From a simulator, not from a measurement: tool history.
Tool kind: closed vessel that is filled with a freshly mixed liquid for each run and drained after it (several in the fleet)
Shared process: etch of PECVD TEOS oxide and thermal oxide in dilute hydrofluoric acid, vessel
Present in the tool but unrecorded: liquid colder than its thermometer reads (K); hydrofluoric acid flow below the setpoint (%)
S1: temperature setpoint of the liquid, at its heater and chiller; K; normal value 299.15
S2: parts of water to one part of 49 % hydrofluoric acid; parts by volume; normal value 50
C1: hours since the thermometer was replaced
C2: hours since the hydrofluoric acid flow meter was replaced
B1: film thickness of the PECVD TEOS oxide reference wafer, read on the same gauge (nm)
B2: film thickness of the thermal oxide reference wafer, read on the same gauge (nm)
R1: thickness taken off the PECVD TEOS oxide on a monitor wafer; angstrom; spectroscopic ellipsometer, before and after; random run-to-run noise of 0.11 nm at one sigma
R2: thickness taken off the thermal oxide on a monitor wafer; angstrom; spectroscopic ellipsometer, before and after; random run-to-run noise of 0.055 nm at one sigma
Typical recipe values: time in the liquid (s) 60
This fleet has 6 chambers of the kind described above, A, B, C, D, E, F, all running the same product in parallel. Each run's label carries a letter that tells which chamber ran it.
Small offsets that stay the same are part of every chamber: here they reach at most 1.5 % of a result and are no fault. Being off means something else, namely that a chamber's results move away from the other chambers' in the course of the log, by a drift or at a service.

run 1F hour=7.4 | S1=299.15 S2=50 time_in_the_liquid_(s)=60 | C1=1613.5 C2=64.7 | B1=29.954 B2=99.976 | R1=124.380 R2=65.694
run 2C hour=18.1 | S1=299.15 S2=50 time_in_the_liquid_(s)=60 | C1=774.8 C2=454.4 | B1=29.953 B2=99.980 | R1=123.400 R2=65.873
run 3E hour=25.4 | S1=299.15 S2=50 time_in_the_liquid_(s)=60 | C1=2223.9 C2=296.0 | B1=29.978 B2=99.981 | R1=123.800 R2=65.481
run 4B hour=34.4 | S1=299.15 S2=50 time_in_the_liquid_(s)=60 | C1=2418.2 C2=429.7 | B1=29.961 B2=99.982 | R1=124.960 R2=65.949
run 5A hour=44.0 | S1=299.15 S2=50 time_in_the_liquid_(s)=60 | C1=2518.7 C2=316.4 | B1=30.055 B2=100.020 | R1=123.160 R2=65.154
run 6D hour=55.6 | S1=299.15 S2=50 time_in_the_liquid_(s)=60 | C1=185.7 C2=126.4 | B1=29.964 B2=99.961 | R1=124.990 R2=66.615
run 7D hour=66.8 | S1=299.15 S2=50 time_in_the_liquid_(s)=60 | C1=196.9 C2=137.6 | B1=30.025 B2=100.020 | R1=125.050 R2=66.782
run 8A hour=76.2 | S1=299.15 S2=50 time_in_the_liquid_(s)=60 | C1=2550.9 C2=348.6 | B1=30.029 B2=99.987 | R1=123.520 R2=65.837
run 9C hour=85.7 | S1=299.15 S2=50 time_in_the_liquid_(s)=60 | C1=842.4 C2=522.0 | B1=30.005 B2=100.030 | R1=123.390 R2=65.770
run 10E hour=94.2 | S1=299.15 S2=50 time_in_the_liquid_(s)=60 | C1=2292.7 C2=364.8 | B1=30.023 B2=99.984 | R1=122.740 R2=65.927
run 11F hour=99.8 | S1=299.15 S2=50 time_in_the_liquid_(s)=35 | C1=1705.9 C2=157.1 | B1=29.970 B2=99.992 | R1=73.767 R2=38.450
run 12B hour=108.8 | S1=299.15 S2=50 time_in_the_liquid_(s)=35 | C1=2492.6 C2=504.1 | B1=30.020 B2=100.020 | R1=72.632 R2=38.956
run 13F hour=121.3 | S1=299.15 S2=50 time_in_the_liquid_(s)=35 | C1=1727.4 C2=178.6 | B1=30.025 B2=100.020 | R1=74.116 R2=38.497
run 14B hour=132.7 | S1=299.15 S2=50 time_in_the_liquid_(s)=35 | C1=2516.5 C2=528.0 | B1=30.028 B2=100.000 | R1=71.268 R2=38.643
run 15C hour=142.0 | S1=299.15 S2=50 time_in_the_liquid_(s)=35 | C1=898.7 C2=578.3 | B1=29.997 B2=100.000 | R1=71.917 R2=38.002
run 16E hour=151.6 | S1=299.15 S2=50 time_in_the_liquid_(s)=35 | C1=2350.1 C2=422.2 | B1=30.002 B2=99.995 | R1=71.234 R2=39.042
run 17A hour=157.9 | S1=299.15 S2=50 time_in_the_liquid_(s)=60 | C1=2632.6 C2=430.3 | B1=30.036 B2=99.969 | R1=126.540 R2=65.873
-- hour=165.4 chamber A: thermometer replaced
run 18D hour=166.8 | S1=299.15 S2=50 time_in_the_liquid_(s)=60 | C1=296.9 C2=237.6 | B1=30.014 B2=100.040 | R1=126.520 R2=67.208
run 19B hour=177.4 | S1=299.15 S2=50 time_in_the_liquid_(s)=60 | C1=2561.2 C2=572.7 | B1=29.972 B2=100.020 | R1=125.340 R2=66.095
run 20A hour=184.8 | S1=299.15 S2=50 time_in_the_liquid_(s)=60 | C1=19.5 C2=457.2 | B1=29.963 B2=100.010 | R1=124.430 R2=65.702
run 21D hour=196.8 | S1=299.15 S2=50 time_in_the_liquid_(s)=60 | C1=326.9 C2=267.6 | B1=29.989 B2=99.943 | R1=124.840 R2=66.578
-- hour=204.5 chamber E: thermometer replaced
run 22E hour=206.0 | S1=299.15 S2=50 time_in_the_liquid_(s)=60 | C1=1.6 C2=476.6 | B1=30.031 B2=100.020 | R1=122.690 R2=65.199
run 23C hour=213.5 | S1=303.15 S2=50 time_in_the_liquid_(s)=60 | C1=970.2 C2=649.8 | B1=29.974 B2=100.000 | R1=142.770 R2=76.358
run 24F hour=225.3 | S1=303.15 S2=50 time_in_the_liquid_(s)=60 | C1=1831.4 C2=282.6 | B1=29.936 B2=100.020 | R1=147.160 R2=76.498
run 25A hour=232.1 | S1=303.15 S2=50 time_in_the_liquid_(s)=60 | C1=66.8 C2=504.5 | B1=30.013 B2=100.000 | R1=146.990 R2=78.603
run 26C hour=241.5 | S1=303.15 S2=50 time_in_the_liquid_(s)=60 | C1=998.2 C2=677.8 | B1=29.961 B2=99.980 | R1=144.800 R2=77.956
run 27B hour=251.3 | S1=303.15 S2=50 time_in_the_liquid_(s)=60 | C1=2635.1 C2=646.6 | B1=29.981 B2=99.992 | R1=145.520 R2=77.227
run 28E hour=257.7 | S1=303.15 S2=50 time_in_the_liquid_(s)=60 | C1=53.3 C2=528.3 | B1=30.005 B2=100.000 | R1=144.360 R2=77.015
run 29D hour=266.3 | S1=299.15 S2=50 time_in_the_liquid_(s)=80 | C1=396.4 C2=337.1 | B1=30.048 B2=100.010 | R1=167.850 R2=88.145
run 30F hour=276.7 | S1=299.15 S2=50 time_in_the_liquid_(s)=80 | C1=1882.8 C2=334.0 | B1=29.978 B2=100.010 | R1=164.270 R2=90.116
run 31C hour=286.7 | S1=299.15 S2=50 time_in_the_liquid_(s)=80 | C1=1043.4 C2=723.0 | B1=29.970 B2=100.010 | R1=165.120 R2=88.582
run 32B hour=293.5 | S1=299.15 S2=50 time_in_the_liquid_(s)=80 | C1=2677.3 C2=688.8 | B1=29.956 B2=99.994 | R1=165.450 R2=88.222
run 33D hour=302.8 | S1=299.15 S2=50 time_in_the_liquid_(s)=80 | C1=432.9 C2=373.6 | B1=30.034 B2=99.997 | R1=165.820 R2=88.756
run 34E hour=311.1 | S1=299.15 S2=50 time_in_the_liquid_(s)=80 | C1=106.7 C2=581.7 | B1=29.968 B2=99.980 | R1=163.690 R2=86.986
run 35A hour=320.2 | S1=299.15 S2=50 time_in_the_liquid_(s)=35 | C1=154.9 C2=592.6 | B1=30.028 B2=100.010 | R1=72.612 R2=38.254
run 36F hour=326.5 | S1=299.15 S2=50 time_in_the_liquid_(s)=35 | C1=1932.6 C2=383.8 | B1=30.024 B2=99.988 | R1=72.704 R2=38.758
run 37E hour=334.7 | S1=299.15 S2=50 time_in_the_liquid_(s)=35 | C1=130.3 C2=605.3 | B1=30.010 B2=100.010 | R1=71.363 R2=37.903
run 38D hour=346.8 | S1=299.15 S2=50 time_in_the_liquid_(s)=35 | C1=476.9 C2=417.6 | B1=29.965 B2=99.992 | R1=72.855 R2=38.623
run 39F hour=356.8 | S1=299.15 S2=50 time_in_the_liquid_(s)=35 | C1=1962.9 C2=414.1 | B1=29.987 B2=100.020 | R1=72.304 R2=38.245
run 40B hour=363.0 | S1=299.15 S2=50 time_in_the_liquid_(s)=35 | C1=2746.8 C2=758.3 | B1=29.979 B2=100.010 | R1=73.044 R2=38.771
run 41C hour=368.5 | S1=299.15 S2=50 time_in_the_liquid_(s)=60 | C1=1125.2 C2=804.8 | B1=30.007 B2=99.977 | R1=123.580 R2=66.408
run 42A hour=379.5 | S1=299.15 S2=50 time_in_the_liquid_(s)=60 | C1=214.2 C2=651.9 | B1=29.984 B2=99.973 | R1=125.840 R2=65.881
run 43B hour=388.8 | S1=299.15 S2=50 time_in_the_liquid_(s)=60 | C1=2772.6 C2=784.1 | B1=30.034 B2=99.974 | R1=124.390 R2=66.598

All 6 chambers run these settings next. Forecast each chamber's results:
run 44A hour=397.8 | S1=299.15 S2=50 time_in_the_liquid_(s)=60 | R1=? R2=?
run 44B hour=397.8 | S1=299.15 S2=50 time_in_the_liquid_(s)=60 | R1=? R2=?
run 44C hour=397.8 | S1=299.15 S2=50 time_in_the_liquid_(s)=60 | R1=? R2=?
run 44D hour=397.8 | S1=299.15 S2=50 time_in_the_liquid_(s)=60 | R1=? R2=?
run 44E hour=397.8 | S1=299.15 S2=50 time_in_the_liquid_(s)=60 | R1=? R2=?
run 44F hour=397.8 | S1=299.15 S2=50 time_in_the_liquid_(s)=60 | R1=? R2=?

run=44A R1=123.580 R2=65.527
run=44B R1=121.780 R2=65.794
run=44C R1=123.990 R2=65.410
run=44D R1=123.510 R2=67.014
run=44E R1=125.020 R2=66.130
run=44F R1=124.260 R2=65.552
